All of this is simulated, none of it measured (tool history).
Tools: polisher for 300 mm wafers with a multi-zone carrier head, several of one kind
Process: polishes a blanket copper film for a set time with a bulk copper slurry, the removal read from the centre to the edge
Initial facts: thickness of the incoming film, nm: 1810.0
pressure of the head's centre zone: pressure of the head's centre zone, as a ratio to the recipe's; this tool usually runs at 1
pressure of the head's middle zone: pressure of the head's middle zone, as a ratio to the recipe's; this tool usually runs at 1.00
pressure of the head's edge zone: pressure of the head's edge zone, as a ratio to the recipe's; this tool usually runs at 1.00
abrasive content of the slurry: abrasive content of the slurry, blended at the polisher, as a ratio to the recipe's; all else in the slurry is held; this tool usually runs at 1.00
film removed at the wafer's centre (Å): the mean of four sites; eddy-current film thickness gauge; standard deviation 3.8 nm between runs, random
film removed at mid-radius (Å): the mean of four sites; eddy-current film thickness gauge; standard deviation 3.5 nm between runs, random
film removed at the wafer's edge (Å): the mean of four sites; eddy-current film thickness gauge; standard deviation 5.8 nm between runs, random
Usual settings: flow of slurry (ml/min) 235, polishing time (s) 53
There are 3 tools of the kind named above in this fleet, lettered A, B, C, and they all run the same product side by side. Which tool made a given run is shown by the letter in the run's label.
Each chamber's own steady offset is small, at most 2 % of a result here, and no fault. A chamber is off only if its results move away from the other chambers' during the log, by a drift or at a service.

run   hour  flow of slurry (ml/min)  pressure of the head's centre zone  pressure of the head's middle zone  pressure of the head's edge zone  abrasive content of the slurry  polishing time (s)  film removed at the wafer's centre (Å)  film removed at mid-radius (Å)  film removed at the wafer's edge (Å)
       3.1  -- chamber B: worn pad replaced by a new one
 1B    8.9                      235                                   1                                1.00                              1.00                            1.00                  53                                  4961.2                          4868.9                                4830.6
 2A   13.9                      235                                   1                                1.00                              1.00                            1.00                  53                                  4801.7                          4871.6                                4883.8
      18.2  -- chamber A: worn pad replaced by a new one
 3C   18.3                      235                                   1                                1.00                              1.00                            1.00                  53                                  4995.6                          4928.1                                4923.5
 4A   26.3                      235                                   1                                1.00                              1.00                            1.00                  53                                  4832.3                          4858.3                                4828.7
 5B   34.1                      235                                   1                                1.00                              1.00                            0.80                  53                                  4623.4                          4662.6                                4708.7
 6C   42.7                      235                                   1                                1.00                              1.00                            0.80                  53                                  4704.1                          4676.1                                4735.0
 7B   47.6                      235                                   1                                1.00                              1.00                            0.80                  53                                  4669.0                          4575.6                                4651.6
 8A   56.0                      235                                   1                                1.00                              1.00                            1.00                  53                                  4862.9                          4794.5                                4831.0
 9C   62.6                      235                                   1                                1.00                              1.00                            1.00                  60                                  5548.9                          5525.3                                5579.3
      64.4  -- chamber C: worn pad replaced by a new one
10C   68.5                      235                                   1                                1.00                              1.00                            1.00                  60                                  5538.1                          5575.6                                5577.8
11A   76.3                      235                                   1                                1.00                              1.00                            1.00                  60                                  5426.2                          5498.2                                5407.8
      77.7  -- chamber A: slurry nozzle cleaned
12B   85.0                      235                                   1                                1.00                              1.00                            1.00                  53                                  4928.2                          4861.7                                4889.3
      86.1  -- chamber A: worn pad replaced by a new one
13B   94.0                      235                                   1                                1.00                              1.00                            1.00                  53                                  4832.2                          4867.3                                4834.6
14C  101.0                      235                                   1                                1.00                              1.00                            1.00                  53                                  4852.9                          4856.7                                4792.5
     106.6  -- chamber B: worn pad replaced by a new one
15A  108.5                      235                                   1                                1.00                              1.00                            1.00                  53                                  4788.0                          4881.8                                4948.4
16C  117.0                      235                                   1                                1.00                              1.00                            1.00                  53                                  4901.8                          4899.2                                4917.0
17A  122.3                      235                                   1                                1.00                              1.00                            1.00                  53                                  4833.9                          4912.0                                4835.3
     122.6  -- chamber C: worn pad replaced by a new one
18B  129.3                      235                                   1                                1.00                              1.00                            1.00                  68                                  6296.0                          6325.6                                6321.8
19C  136.7                      235                                   1                                1.00                              1.00                            1.00                  68                                  6293.6                          6346.8                                6358.0
20B  142.3                      235                                   1                                1.00                              1.00                            1.00                  68                                  6282.0                          6151.9                                6262.4
21A  146.9                      235                                   1                                1.08                              1.00                            1.00                  53                                  4868.2                          5172.2                                4782.1
     149.5  -- chamber B: centre zone pressure recalibrated
22B  154.7                      235                                   1                                1.08                              1.00                            1.00                  53                                  5407.1                          5253.6                                4935.1
     155.4  -- chamber A: worn pad replaced by a new one
23C  163.1                      235                                   1                                1.08                              1.00                            1.00                  53                                  4920.3                          5239.4                                4879.4
24A  169.6                      295                                   1                                0.92                              1.00                            1.00                  53                                  4955.0                          4655.8                                4970.4
25B  175.2                      295                                   1                                0.92                              1.00                            1.00                  53                                  5531.9                          4599.2                                4942.6
26A  182.7                      295                                   1                                0.92                              1.00                            1.00                  53                                  5071.8                          4616.7                                4916.4
     184.3  -- chamber C: worn pad replaced by a new one
27C  189.9                      235                                   1                                1.00                              1.00                            1.00                  53                                  4959.6                          4861.3                                4917.4
     194.2  -- chamber C: slurry nozzle cleaned
28C  195.2                      235                                   1                                1.00                              1.00                            1.00                  53                                  4942.9                          4815.0                                4892.9
29B  204.2                      235                                   1                                1.00                              1.00                            1.00                  53                                  5457.1                          4894.7                                4963.2
     209.6  -- chamber B: worn pad replaced by a new one
30A  212.8                      235                                   1                                1.00                              1.07                            0.75                  53                                  4515.6                          4551.2                                4647.3
     216.4  -- chamber A: worn pad replaced by a new one
31B  217.2                      235                                   1                                1.00                              1.07                            0.75                  53                                  5067.3                          4584.9                                4836.9
32C  225.4                      235                                   1                                1.00                              1.07                            0.75                  53                                  4673.0                          4643.7                                4841.5
33A  232.6                      235                                   1                                1.00                              1.00                            1.00                  53                                  4859.7                          4806.9                                4833.9
     235.7  -- chamber C: worn pad replaced by a new one
34C  239.8                      235                                   1                                1.00                              1.00                            1.00                  53                                  4900.1                          4868.4                                4878.8
35B  244.9                      235                                   1                                1.00                              1.00                            1.00                  53                                  5343.8                          4874.1                                4733.3
36A  251.2                      235                                   1                                1.00                              1.00                            1.00                  53                                  4835.5                          4846.3                                4817.0
37B  258.2                      235                                   1                                1.00                              1.00                            1.00                  53                                  5411.1                          4882.6                                4874.1
     264.0  -- chamber B: slurry nozzle cleaned
38C  267.0                      235                                   1                                1.00                              1.00                            0.85                  53                                  4707.9                          4724.8                                4795.9
39A  271.5                      235                                   1                                1.00                              1.00                            0.85                  53                                  4640.7                          4663.1                                4492.4
40A  279.9                      235                                   1                                1.00                              1.00                            0.85                  53                                  4624.0                          4691.6                                4627.4
41B  287.2                      280                                   1                                1.00                              1.00                            1.00                  53                                  5497.1                          4980.6                                4963.2

Next, all 3 chambers run the settings below, one line each with question marks for the results. What does each chamber give?
42A  293.8                      235                                   1                                1.00                              1.00                            1.00                  53                                       ?                               ?                                     ?
42B  293.8                      235                                   1                                1.00                              1.00                            1.00                  53                                       ?                               ?                                     ?
42C  293.8                      235                                   1                                1.00                              1.00                            1.00                  53                                       ?                               ?                                     ?

run  film removed at the wafer's centre (Å)  film removed at mid-radius (Å)  film removed at the wafer's edge (Å)
42A                                  4881.6                          4846.4                                4865.6
42B                                  5429.1                          4869.2                                4848.5
42C                                  4890.2                          4855.5                                4912.4
